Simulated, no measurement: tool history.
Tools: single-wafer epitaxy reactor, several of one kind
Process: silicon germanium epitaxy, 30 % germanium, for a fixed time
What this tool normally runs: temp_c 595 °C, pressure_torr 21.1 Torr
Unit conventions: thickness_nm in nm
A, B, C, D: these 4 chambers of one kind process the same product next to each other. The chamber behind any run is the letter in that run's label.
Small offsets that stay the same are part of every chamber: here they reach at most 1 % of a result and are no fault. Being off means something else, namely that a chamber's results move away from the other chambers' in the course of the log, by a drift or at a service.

| run | hour | temp_c | pressure_torr | hours since the last pyrometer calibration | hours since the last manometer calibration | read-back reference wafer on the same gauge, thickness_nm | thickness_nm |
|---|---|---|---|---|---|---|---|
| 1A | 3.4 | 595 | 21.1 | 362.3 | 261.3 | 52.108 | 54.910 |
|  | 4.8 | chamber D: pyrometer calibrated |
| 2C | 6.0 | 595 | 21.1 | 49.6 | 889.0 | 52.139 | 54.837 |
| 3D | 8.6 | 595 | 21.1 | 3.8 | 2450.4 | 52.126 | 55.328 |
| 4B | 11.3 | 595 | 21.1 | 2910.7 | 246.1 | 52.092 | 54.449 |
| 5B | 15.7 | 595 | 21.1 | 2915.1 | 250.5 | 52.102 | 54.784 |
| 6D | 19.0 | 595 | 21.1 | 14.2 | 2460.8 | 52.102 | 54.981 |
| 7A | 21.6 | 595 | 21.1 | 380.5 | 279.5 | 52.082 | 54.974 |
| 8C | 25.7 | 595 | 21.1 | 69.3 | 908.7 | 52.072 | 55.243 |
| 9C | 29.8 | 595 | 21.1 | 73.4 | 912.8 | 52.070 | 55.226 |
| 10A | 33.8 | 595 | 21.1 | 392.7 | 291.7 | 52.073 | 54.777 |
| 11D | 35.8 | 595 | 21.1 | 31.0 | 2477.6 | 52.068 | 55.183 |
| 12B | 38.5 | 595 | 21.1 | 2937.9 | 273.3 | 52.101 | 54.884 |
| 13C | 42.7 | 595 | 21.1 | 86.3 | 925.7 | 52.097 | 54.785 |
| 14B | 46.6 | 595 | 21.1 | 2946.0 | 281.4 | 52.078 | 54.668 |
|  | 47.6 | chamber B: pyrometer calibrated |
| 15D | 48.7 | 595 | 21.1 | 43.9 | 2490.5 | 52.089 | 54.953 |
|  | 49.5 | chamber D: capacitance manometer re-zeroed and calibrated |
| 16A | 51.9 | 595 | 21.1 | 410.8 | 309.8 | 52.118 | 55.063 |
| 17B | 54.6 | 595 | 21.1 | 7.1 | 289.4 | 52.147 | 54.983 |
| 18C | 58.1 | 595 | 21.1 | 101.7 | 941.1 | 52.124 | 55.126 |
| 19D | 62.4 | 595 | 21.1 | 57.6 | 13.0 | 52.078 | 54.948 |
| 20A | 64.6 | 595 | 21.1 | 423.5 | 322.5 | 52.110 | 55.089 |
| 21A | 68.5 | 600 | 21.1 | 427.4 | 326.4 | 52.058 | 60.195 |
| 22B | 71.7 | 600 | 21.1 | 24.2 | 306.5 | 52.072 | 59.997 |
| 23D | 74.8 | 600 | 21.1 | 70.0 | 25.4 | 52.068 | 59.984 |
| 24C | 78.3 | 600 | 21.1 | 121.9 | 961.3 | 52.148 | 60.113 |
| 25B | 81.0 | 595 | 21.1 | 33.5 | 315.8 | 52.082 | 54.509 |
| 26D | 85.3 | 595 | 21.1 | 80.5 | 35.9 | 52.105 | 55.190 |
| 27C | 87.4 | 595 | 21.1 | 131.0 | 970.4 | 52.105 | 54.795 |
| 28A | 90.4 | 595 | 21.1 | 449.3 | 348.3 | 52.102 | 55.181 |
| 29C | 92.9 | 595 | 21.1 | 136.5 | 975.9 | 52.098 | 54.794 |
| 30D | 95.3 | 595 | 21.1 | 90.5 | 45.9 | 52.152 | 54.881 |
| 31B | 99.7 | 595 | 21.1 | 52.2 | 334.5 | 52.090 | 54.740 |
| 32A | 103.6 | 595 | 21.1 | 462.5 | 361.5 | 52.107 | 54.915 |

What goes on in this fleet: one chamber off, a drifting gauge, or nothing beyond the chambers' own small offsets? Name the chamber and the cause, if any.

Beyond each chamber's small constant offset nothing stands out, and the gauge stays steady.
